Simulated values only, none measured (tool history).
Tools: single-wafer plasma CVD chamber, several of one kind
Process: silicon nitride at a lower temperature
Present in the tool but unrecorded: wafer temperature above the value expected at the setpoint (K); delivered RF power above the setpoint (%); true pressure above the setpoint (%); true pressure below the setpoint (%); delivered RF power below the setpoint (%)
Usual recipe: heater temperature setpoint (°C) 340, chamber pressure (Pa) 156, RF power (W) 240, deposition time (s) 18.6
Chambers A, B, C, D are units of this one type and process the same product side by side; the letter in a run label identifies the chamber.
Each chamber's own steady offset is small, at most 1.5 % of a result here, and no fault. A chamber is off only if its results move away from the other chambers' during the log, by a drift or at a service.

run     day  heater temperature setpoint (°C)  chamber pressure (Pa)  RF power (W)  deposition time (s)  hours since the last thermocouple change  hours since the last RF generator calibration  hours since the last manometer calibration  read-back reference wafer on the same gauge, thickness_nm  mean film thickness on the monitor wafer (angstrom)
 1A   0.258                               340                    156           240                 18.6                                    1802.9                                         1162.4                                       665.4                                                     16.417                                               169.43
 2D   0.721                               340                    156           240                 18.6                                    1448.4                                          928.7                                      1271.5                                                     16.416                                               171.71
 3C   0.971                               340                    156           240                 18.6                                    1392.2                                          954.9                                       378.4                                                     16.409                                               171.26
 4B   1.400                               340                    156           240                 18.6                                    1318.3                                         2116.9                                       482.8                                                     16.402                                               171.76
 5B   1.696                               340                    156           240                 18.6                                    1325.4                                         2124.0                                       489.9                                                     16.413                                               171.61
 6C   1.954                               352                    187           240                 18.6                                    1415.8                                          978.5                                       402.0                                                     16.401                                               179.23
 7A   2.275                               352                    187           240                 18.6                                    1851.3                                         1210.8                                       713.8                                                     16.391                                               178.38
 8D   2.500                               352                    187           240                 18.6                                    1491.1                                          971.4                                      1314.2                                                     16.401                                               179.93
 9B   2.883                               352                    187           240                 18.6                                    1353.9                                         2152.5                                       518.4                                                     16.396                                               180.95
10D   3.354                               340                    156           240                 18.6                                    1511.6                                          991.9                                      1334.7                                                     16.396                                               171.88
11A   3.721                               340                    156           240                 18.6                                    1886.0                                         1245.5                                       748.5                                                     16.405                                               169.65
12C   4.012                               340                    156           240                 18.6                                    1465.2                                         1027.9                                       451.4                                                     16.384                                               170.73
13A   4.412                               340                    156           240                 18.6                                    1902.6                                         1262.1                                       765.1                                                     16.399                                               170.40
14D   4.896                               340                    156           240                 18.6                                    1548.6                                         1028.9                                      1371.7                                                     16.396                                               172.52
15B   5.229                               340                    156           240                 18.6                                    1410.2                                         2208.8                                       574.7                                                     16.411                                               172.79
16C   5.629                               340                    156           240                 18.6                                    1504.0                                         1066.7                                       490.2                                                     16.407                                               169.43
17B   6.108                               340                    156           240                 18.6                                    1431.3                                         2229.9                                       595.8                                                     16.392                                               172.34
18A   6.571                               340                    156           240                 18.6                                    1954.4                                         1313.9                                       816.9                                                     16.411                                               169.95
19D   6.883                               340                    156           240                 18.6                                    1596.3                                         1076.6                                      1419.4                                                     16.408                                               172.06
20C   7.304                               340                    156           240                 18.6                                    1544.2                                         1106.9                                       530.4                                                     16.401                                               170.04
21C   7.650                               340                    124           240                 18.6                                    1552.5                                         1115.2                                       538.7                                                     16.405                                               158.64
22B   7.925                               340                    124           240                 18.6                                    1474.9                                         2273.5                                       639.4                                                     16.404                                               160.29
23A   8.183                               340                    124           240                 18.6                                    1993.1                                         1352.6                                       855.6                                                     16.385                                               159.29
24D   8.646                               340                    124           240                 18.6                                    1638.6                                         1118.9                                      1461.7                                                     16.400                                               160.86
      8.700  -- chamber B: thermocouple changed; heater temperature recalibrated
25A   9.100                               348                    156           240                 15.0                                    2015.1                                         1374.6                                       877.6                                                     16.398                                               137.01
26D   9.342                               348                    156           240                 15.0                                    1655.3                                         1135.6                                      1478.4                                                     16.405                                               139.05
27B   9.779                               348                    156           240                 15.0                                      25.9                                         2318.0                                       683.9                                                     16.407                                               138.50
28C  10.279                               348                    156           240                 15.0                                    1615.6                                         1178.3                                       601.8                                                     16.407                                               134.91

Does one chamber stand apart from the rest, does the shared gauge drift, or is all well apart from small per-chamber offsets? Give the chamber and the most likely cause, where there is one.

It is chamber C that slowly wanders off from its peers.
Likeliest cause: true pressure below the setpoint (%) = 5.62.
Not necessarily distinguishable in this log from: delivered RF power below the setpoint (%).

Here are 4 candidates for chamber C's next run, each the usual settings with a change, their results left as question marks. Which one brings its results back in line with what the others give on the usual settings?
In line means no further than this from the other chambers' mean on the usual settings: mean film thickness on the monitor wafer (angstrom) 2.00
29C-1  10.638                               340                    156           235                 18.6                                                                                                                                                                                                                                                    ?
29C-2  10.638                               340                    156           240                 17.9                                                                                                                                                                                                                                                    ?
29C-3  10.638                               340                    157           240                 18.8                                                                                                                                                                                                                                                    ?
29C-4  10.638                               340                    157           245                 19.0                                                                                                                                                                                                                                                    ?

Usual-settings mean across the other chambers: mean film thickness on the monitor wafer (angstrom) 171.34
  run  mean film thickness on the monitor wafer (angstrom)
29C-1                                               166.11
29C-2                                               162.25
29C-3                                               170.83
29C-4                                               175.17
29C-3 brings the chamber back in line.

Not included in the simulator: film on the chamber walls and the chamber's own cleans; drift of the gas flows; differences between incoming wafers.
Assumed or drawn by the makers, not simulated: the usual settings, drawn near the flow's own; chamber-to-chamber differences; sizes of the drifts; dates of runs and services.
